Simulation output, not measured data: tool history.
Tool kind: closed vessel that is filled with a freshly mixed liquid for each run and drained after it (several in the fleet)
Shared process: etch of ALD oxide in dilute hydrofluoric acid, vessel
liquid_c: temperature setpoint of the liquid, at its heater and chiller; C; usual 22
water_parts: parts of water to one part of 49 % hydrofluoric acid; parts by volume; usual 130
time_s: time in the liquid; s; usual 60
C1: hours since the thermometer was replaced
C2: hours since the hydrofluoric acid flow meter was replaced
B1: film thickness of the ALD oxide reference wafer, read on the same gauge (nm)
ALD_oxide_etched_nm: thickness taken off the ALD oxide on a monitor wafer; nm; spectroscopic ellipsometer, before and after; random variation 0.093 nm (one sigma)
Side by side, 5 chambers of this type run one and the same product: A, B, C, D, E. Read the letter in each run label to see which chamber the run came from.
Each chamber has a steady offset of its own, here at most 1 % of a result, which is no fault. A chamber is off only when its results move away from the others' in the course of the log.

{"run": "1C", "hour": 4.9, "liquid_c": 22, "water_parts": 130, "time_s": 60, "C1": 306.8, "C2": 1514.1, "B1": 70.019, "ALD_oxide_etched_nm": 13.051}
{"run": "2D", "hour": 8.9, "liquid_c": 22, "water_parts": 130, "time_s": 60, "C1": 1654.7, "C2": 1341.2, "B1": 69.974, "ALD_oxide_etched_nm": 12.81}
{"run": "3E", "hour": 12.0, "liquid_c": 22, "water_parts": 130, "time_s": 60, "C1": 672.7, "C2": 585, "B1": 70.005, "ALD_oxide_etched_nm": 12.812}
{"run": "4A", "hour": 16.1, "liquid_c": 22, "water_parts": 130, "time_s": 60, "C1": 317.3, "C2": 33.2, "B1": 70, "ALD_oxide_etched_nm": 13.033}
{"run": "5B", "hour": 18.8, "liquid_c": 22, "water_parts": 130, "time_s": 60, "C1": 664.5, "C2": 734, "B1": 70.014, "ALD_oxide_etched_nm": 12.712}
{"run": "6A", "hour": 23.0, "liquid_c": 22, "water_parts": 130, "time_s": 60, "C1": 324.2, "C2": 40.1, "B1": 70.069, "ALD_oxide_etched_nm": 13.011}
{"run": "7D", "hour": 27.5, "liquid_c": 22, "water_parts": 130, "time_s": 60, "C1": 1673.3, "C2": 1359.8, "B1": 69.965, "ALD_oxide_etched_nm": 12.973}
{"run": "8E", "hour": 31.1, "liquid_c": 22, "water_parts": 130, "time_s": 60, "C1": 691.8, "C2": 604.1, "B1": 70.006, "ALD_oxide_etched_nm": 12.736}
{"run": "9B", "hour": 35.6, "liquid_c": 22, "water_parts": 130, "time_s": 60, "C1": 681.3, "C2": 750.8, "B1": 70.038, "ALD_oxide_etched_nm": 13.009}
{"run": "10C", "hour": 40.1, "liquid_c": 22, "water_parts": 130, "time_s": 60, "C1": 342, "C2": 1549.3, "B1": 70.008, "ALD_oxide_etched_nm": 13.062}
{"run": "11A", "hour": 44.2, "liquid_c": 22, "water_parts": 130, "time_s": 60, "C1": 345.4, "C2": 61.3, "B1": 70.016, "ALD_oxide_etched_nm": 12.939}
{"run": "12D", "hour": 49.1, "liquid_c": 22, "water_parts": 130, "time_s": 60, "C1": 1694.9, "C2": 1381.4, "B1": 70.034, "ALD_oxide_etched_nm": 12.824}
{"run": "13B", "hour": 52.6, "liquid_c": 22, "water_parts": 130, "time_s": 60, "C1": 698.3, "C2": 767.8, "B1": 69.97, "ALD_oxide_etched_nm": 13.112}
{"run": "14E", "hour": 57.4, "liquid_c": 22, "water_parts": 130, "time_s": 60, "C1": 718.1, "C2": 630.4, "B1": 69.977, "ALD_oxide_etched_nm": 12.905}
{"run": "15C", "hour": 61.3, "liquid_c": 22, "water_parts": 130, "time_s": 60, "C1": 363.2, "C2": 1570.5, "B1": 70.012, "ALD_oxide_etched_nm": 12.983}
{"run": "16A", "hour": 64.7, "liquid_c": 22, "water_parts": 130, "time_s": 60, "C1": 365.9, "C2": 81.8, "B1": 70.019, "ALD_oxide_etched_nm": 12.989}
{"run": "17B", "hour": 67.2, "liquid_c": 22, "water_parts": 130, "time_s": 60, "C1": 712.9, "C2": 782.4, "B1": 69.994, "ALD_oxide_etched_nm": 13.28}
{"run": "18C", "hour": 69.5, "liquid_c": 22, "water_parts": 130, "time_s": 60, "C1": 371.4, "C2": 1578.7, "B1": 69.999, "ALD_oxide_etched_nm": 12.972}
{"run": "19E", "hour": 72.3, "liquid_c": 18.5, "water_parts": 190, "time_s": 60, "C1": 733, "C2": 645.3, "B1": 69.969, "ALD_oxide_etched_nm": 7.237}
{"run": "20D", "hour": 77.5, "liquid_c": 18.5, "water_parts": 190, "time_s": 60, "C1": 1723.3, "C2": 1409.8, "B1": 70.03, "ALD_oxide_etched_nm": 7.1399}
{"run": "21A", "hour": 80.5, "liquid_c": 18.5, "water_parts": 190, "time_s": 60, "C1": 381.7, "C2": 97.6, "B1": 70.035, "ALD_oxide_etched_nm": 7.1983}
{"run": "22D", "hour": 84.5, "liquid_c": 18.5, "water_parts": 190, "time_s": 60, "C1": 1730.3, "C2": 1416.8, "B1": 70.005, "ALD_oxide_etched_nm": 7.1654}
{"hour": 86.6, "done": "chamber C: hydrofluoric acid flow meter replaced"}
{"run": "23E", "hour": 87.3, "liquid_c": 18.5, "water_parts": 190, "time_s": 60, "C1": 748, "C2": 660.3, "B1": 69.989, "ALD_oxide_etched_nm": 7.1684}
{"hour": 89.3, "done": "chamber D: hydrofluoric acid flow meter replaced"}
{"run": "24C", "hour": 92.4, "liquid_c": 22, "water_parts": 130, "time_s": 60, "C1": 394.3, "C2": 5.9, "B1": 70.004, "ALD_oxide_etched_nm": 12.967}
{"run": "25B", "hour": 94.9, "liquid_c": 22, "water_parts": 130, "time_s": 60, "C1": 740.6, "C2": 810.1, "B1": 70.016, "ALD_oxide_etched_nm": 13.652}
{"run": "26D", "hour": 99.0, "liquid_c": 22, "water_parts": 130, "time_s": 60, "C1": 1744.8, "C2": 9.7, "B1": 69.996, "ALD_oxide_etched_nm": 12.912}
{"run": "27B", "hour": 101.8, "liquid_c": 22, "water_parts": 175, "time_s": 60, "C1": 747.5, "C2": 817, "B1": 70.011, "ALD_oxide_etched_nm": 9.8114}
{"run": "28A", "hour": 104.9, "liquid_c": 22, "water_parts": 175, "time_s": 60, "C1": 406.1, "C2": 122, "B1": 69.993, "ALD_oxide_etched_nm": 9.1094}
{"run": "29C", "hour": 109.4, "liquid_c": 22, "water_parts": 175, "time_s": 60, "C1": 411.3, "C2": 22.9, "B1": 70.003, "ALD_oxide_etched_nm": 9.1549}
{"run": "30E", "hour": 112.4, "liquid_c": 22, "water_parts": 175, "time_s": 60, "C1": 773.1, "C2": 685.4, "B1": 70.025, "ALD_oxide_etched_nm": 8.9728}
{"run": "31D", "hour": 116.2, "liquid_c": 22, "water_parts": 175, "time_s": 60, "C1": 1762, "C2": 26.9, "B1": 70.011, "ALD_oxide_etched_nm": 9.1549}
{"run": "32E", "hour": 119.0, "liquid_c": 22, "water_parts": 130, "time_s": 60, "C1": 779.7, "C2": 692, "B1": 70.039, "ALD_oxide_etched_nm": 12.892}
{"run": "33B", "hour": 124.1, "liquid_c": 22, "water_parts": 130, "time_s": 60, "C1": 769.8, "C2": 839.3, "B1": 70.012, "ALD_oxide_etched_nm": 13.853}

Decide between three cases: one chamber stands off from its peers, the gauge reading all wafers drifts, or nothing is wrong past each chamber's small offset. Where a chamber is off, say which and what most likely put it there.

Chamber B drifts away from the others.
Most likely cause: hydrofluoric acid flow above the setpoint (%) = 7.28.
The log may not separate it from: liquid hotter than its thermometer reads (K).

Below are 4 candidate recipes for chamber B's next run, each the usual settings with a change, their results shown as question marks. Which of them brings B's results back in line with what the other chambers give on the usual settings?
In line means no further than this from the other chambers' mean on the usual settings: ALD_oxide_etched_nm 0.32 nm
{"run": "34B-1", "hour": 127.8, "liquid_c": 22.5, "water_parts": 130, "time_s": 60, "ALD_oxide_etched_nm": "?"}
{"run": "34B-2", "hour": 127.8, "liquid_c": 21.5, "water_parts": 130, "time_s": 60, "ALD_oxide_etched_nm": "?"}
{"run": "34B-3", "hour": 127.8, "liquid_c": 22, "water_parts": 130, "time_s": 65, "ALD_oxide_etched_nm": "?"}
{"run": "34B-4", "hour": 127.8, "liquid_c": 22, "water_parts": 130, "time_s": 55, "ALD_oxide_etched_nm": "?"}

What the other chambers average on the usual settings: ALD_oxide_etched_nm 12.884 nm
run=34B-1 ALD_oxide_etched_nm=14.285
run=34B-2 ALD_oxide_etched_nm=13.718
run=34B-3 ALD_oxide_etched_nm=15.166
run=34B-4 ALD_oxide_etched_nm=12.833
34B-4 puts the chamber back in line with the other chambers.
